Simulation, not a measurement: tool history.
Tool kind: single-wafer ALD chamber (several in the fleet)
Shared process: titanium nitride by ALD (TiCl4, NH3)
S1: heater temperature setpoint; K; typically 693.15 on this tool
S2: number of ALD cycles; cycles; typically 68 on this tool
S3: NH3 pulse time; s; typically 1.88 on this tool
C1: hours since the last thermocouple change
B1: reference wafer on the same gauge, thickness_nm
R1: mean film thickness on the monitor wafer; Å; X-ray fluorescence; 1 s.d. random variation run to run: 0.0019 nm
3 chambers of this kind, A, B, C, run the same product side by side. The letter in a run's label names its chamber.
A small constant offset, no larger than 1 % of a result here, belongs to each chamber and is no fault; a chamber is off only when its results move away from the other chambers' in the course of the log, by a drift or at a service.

Run 1C, hour 6.2: usual settings; C1 2311.3; B1 1.5307. Result: R1 15.184 Å.
Run 2A, hour 15.3: usual settings; C1 357.1; B1 1.5308. Result: R1 15.208 Å.
Run 3B, hour 23.2: usual settings; C1 1001.2; B1 1.5304. Result: R1 15 Å.
Run 4B, hour 31.4: usual settings; C1 1009.4; B1 1.5312. Result: R1 14.998 Å.
Run 5A, hour 37.5: usual settings; C1 379.3; B1 1.5315. Result: R1 15.218 Å.
Run 6C, hour 42: usual settings; C1 2347.1; B1 1.5311. Result: R1 15.208 Å.
Run 7B, hour 50.2: usual settings but S2 81 cycles, S3 2.44 s; C1 1028.2; B1 1.5322. Result: R1 18.005 Å.
Run 8A, hour 58.7: usual settings but S2 81 cycles, S3 2.44 s; C1 400.5; B1 1.5325. Result: R1 18.272 Å.
Run 9C, hour 67.7: usual settings but S2 81 cycles, S3 2.44 s; C1 2372.8; B1 1.5322. Result: R1 18.167 Å.
Run 10B, hour 71.8: usual settings; C1 1049.8; B1 1.5325. Result: R1 15.016 Å.
Run 11C, hour 78.7: usual settings; C1 2383.8; B1 1.5328. Result: R1 15.209 Å.
Run 12A, hour 86: usual settings but S1 698.15 K; C1 427.8; B1 1.5325. Result: R1 15.236 Å.
Run 13B, hour 92.5: usual settings but S1 698.15 K; C1 1070.5; B1 1.5337. Result: R1 15.049 Å.
Run 14C, hour 99.9: usual settings but S1 698.15 K; C1 2405; B1 1.5335. Result: R1 15.222 Å.
Run 15A, hour 107.3: usual settings; C1 449.1; B1 1.5342. Result: R1 15.246 Å.
Run 16A, hour 116.4: usual settings; C1 458.2; B1 1.5338. Result: R1 15.202 Å.
Run 17B, hour 121.8: usual settings; C1 1099.8; B1 1.5347. Result: R1 15.013 Å.
Run 18C, hour 127.5: usual settings; C1 2432.6; B1 1.5346. Result: R1 15.194 Å.
Run 19A, hour 133.9: usual settings; C1 475.7; B1 1.5345. Result: R1 15.225 Å.
Run 20B, hour 143: usual settings; C1 1121; B1 1.5344. Result: R1 15.053 Å.
Run 21C, hour 150.8: usual settings; C1 2455.9; B1 1.5353. Result: R1 15.235 Å.
Run 22A, hour 154.7: usual settings; C1 496.5; B1 1.5358. Result: R1 15.265 Å.
Run 23B, hour 163.2: usual settings but S3 2.23 s; C1 1141.2; B1 1.5363. Result: R1 15.15 Å.
Run 24C, hour 167.8: usual settings but S3 2.23 s; C1 2472.9; B1 1.5357. Result: R1 15.299 Å.
At hour 174.8: chamber C: thermocouple changed; heater temperature recalibrated.
Run 25B, hour 175.2: usual settings but S3 2.23 s; C1 1153.2; B1 1.5361. Result: R1 15.149 Å.
Run 26A, hour 182.8: usual settings; C1 524.6; B1 1.5366. Result: R1 15.238 Å.
Run 27C, hour 189.1: usual settings; C1 14.4; B1 1.5367. Result: R1 15.224 Å.
Run 28C, hour 193: usual settings; C1 18.3; B1 1.5369. Result: R1 15.196 Å.
Run 29B, hour 197.2: usual settings; C1 1175.2; B1 1.537. Result: R1 15.059 Å.
Run 30A, hour 206.1: usual settings; C1 547.9; B1 1.5373. Result: R1 15.263 Å.
Run 31B, hour 214.2: usual settings but S3 1.6 s; C1 1192.2; B1 1.5376. Result: R1 14.99 Å.
Run 32A, hour 221.6: usual settings but S3 1.6 s; C1 563.4; B1 1.5377. Result: R1 15.188 Å.

What goes on in this fleet: one chamber off, a drifting gauge, or nothing beyond the chambers' own small offsets? Name the chamber and the cause, if any.

It is the gauge, not a chamber: its drift shows up in every chamber's results at once, and no chamber is off.
Cause: gauge reads high (%) = 0.529.
